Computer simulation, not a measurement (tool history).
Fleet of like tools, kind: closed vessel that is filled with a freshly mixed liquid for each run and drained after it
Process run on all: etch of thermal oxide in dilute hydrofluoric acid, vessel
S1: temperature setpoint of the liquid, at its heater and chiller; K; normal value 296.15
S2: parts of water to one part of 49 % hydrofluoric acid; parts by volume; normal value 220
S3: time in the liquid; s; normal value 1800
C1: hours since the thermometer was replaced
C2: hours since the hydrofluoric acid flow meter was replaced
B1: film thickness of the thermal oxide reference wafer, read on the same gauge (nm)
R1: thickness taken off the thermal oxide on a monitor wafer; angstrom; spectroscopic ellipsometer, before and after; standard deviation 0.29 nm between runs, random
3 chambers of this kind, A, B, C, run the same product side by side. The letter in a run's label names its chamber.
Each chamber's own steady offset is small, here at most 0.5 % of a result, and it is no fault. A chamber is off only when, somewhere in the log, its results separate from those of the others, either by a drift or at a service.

| run | hour | S1 | S2 | S3 | C1 | C2 | B1 | R1 |
|---|---|---|---|---|---|---|---|---|
| 1C | 5.9 | 296.15 | 220 | 1800 | 630.8 | 368.9 | 139.97 | 350.85 |
| 2A | 12.8 | 296.15 | 220 | 1800 | 758.1 | 1094.3 | 139.98 | 352.94 |
| 3B | 19.4 | 296.15 | 220 | 1800 | 1398.4 | 1368.7 | 139.99 | 349.41 |
| 4B | 23.7 | 296.15 | 220 | 1800 | 1402.7 | 1373 | 139.97 | 340.84 |
| 5A | 28.9 | 296.15 | 220 | 1800 | 774.2 | 1110.4 | 140.02 | 341.86 |
|  | 29.5 | chamber B: hydrofluoric acid flow meter replaced |
| 6C | 33.9 | 296.15 | 220 | 1800 | 658.8 | 396.9 | 139.94 | 348.73 |
| 7B | 41.5 | 296.15 | 220 | 1800 | 1420.5 | 12.1 | 140.02 | 344.36 |
| 8C | 46.3 | 296.15 | 220 | 1800 | 671.2 | 409.3 | 140.02 | 349.71 |
| 9A | 51.8 | 296.15 | 220 | 1800 | 797.1 | 1133.3 | 139.97 | 348.76 |
| 10B | 56.9 | 296.15 | 220 | 1800 | 1435.9 | 27.5 | 140 | 347.48 |
| 11A | 61.2 | 296.15 | 220 | 1800 | 806.5 | 1142.7 | 139.99 | 347.64 |
| 12C | 68.3 | 296.15 | 220 | 1800 | 693.2 | 431.3 | 140.02 | 346.98 |
| 13B | 73.9 | 296.15 | 220 | 1800 | 1452.9 | 44.5 | 139.96 | 348.12 |
| 14A | 82.2 | 296.15 | 220 | 1800 | 827.5 | 1163.7 | 140.02 | 355.31 |
| 15C | 87.6 | 296.15 | 220 | 1800 | 712.5 | 450.6 | 140.03 | 351.97 |
| 16C | 94 | 296.15 | 220 | 1800 | 718.9 | 457 | 140.06 | 350.45 |
| 17B | 98.2 | 296.15 | 220 | 1800 | 1477.2 | 68.8 | 139.99 | 354.37 |
| 18A | 103.9 | 296.15 | 220 | 1800 | 849.2 | 1185.4 | 140.04 | 357.93 |
| 19C | 109.8 | 296.15 | 220 | 1800 | 734.7 | 472.8 | 140.01 | 351.9 |
| 20B | 114.8 | 296.15 | 220 | 1800 | 1493.8 | 85.4 | 140.01 | 351.04 |
| 21A | 121.7 | 299.65 | 220 | 1800 | 867 | 1203.2 | 140 | 405.36 |
| 22A | 128.6 | 299.65 | 220 | 1800 | 873.9 | 1210.1 | 140.03 | 411.38 |
| 23C | 133.6 | 299.65 | 220 | 1800 | 758.5 | 496.6 | 139.99 | 401.72 |
| 24B | 142.4 | 296.15 | 220 | 1800 | 1521.4 | 113 | 139.97 | 348.46 |
| 25C | 147 | 296.15 | 220 | 1800 | 771.9 | 510 | 140 | 351.51 |

Read the log: is a single chamber off, either drifting away or since a service, is the gauge that measures every chamber drifting, or is nothing wrong beyond small per-chamber offsets? Name any odd chamber and what most likely caused it.

It is chamber A that slowly wanders off from its peers.
What lies behind it: liquid hotter than its thermometer reads (K) = 1.42.
Not necessarily distinguishable in this log from: hydrofluoric acid flow above the setpoint (%).

Which of the 4 candidates below, each the usual settings with something changed and its results left as question marks, puts chamber A back in line with what the other chambers give on the usual settings?
In line means no further than this from the other chambers' mean on the usual settings: R1 10 angstrom
| 26A-1 | 153.3 | 293.15 | 220 | 1800 |  |  |  | ? |
| 26A-2 | 153.3 | 296.15 | 215 | 1845 |  |  |  | ? |
| 26A-3 | 153.3 | 296.15 | 225 | 1755 |  |  |  | ? |
| 26A-4 | 153.3 | 296.65 | 220 | 1990 |  |  |  | ? |

Mean of the other chambers on the usual settings: R1 349.31 angstrom
| run | R1 |
|---|---|
| 26A-1 | 329.54 |
| 26A-2 | 387.42 |
| 26A-3 | 348.5 |
| 26A-4 | 413.67 |
Change 26A-3 lands the chamber within the allowed miss of the other chambers.
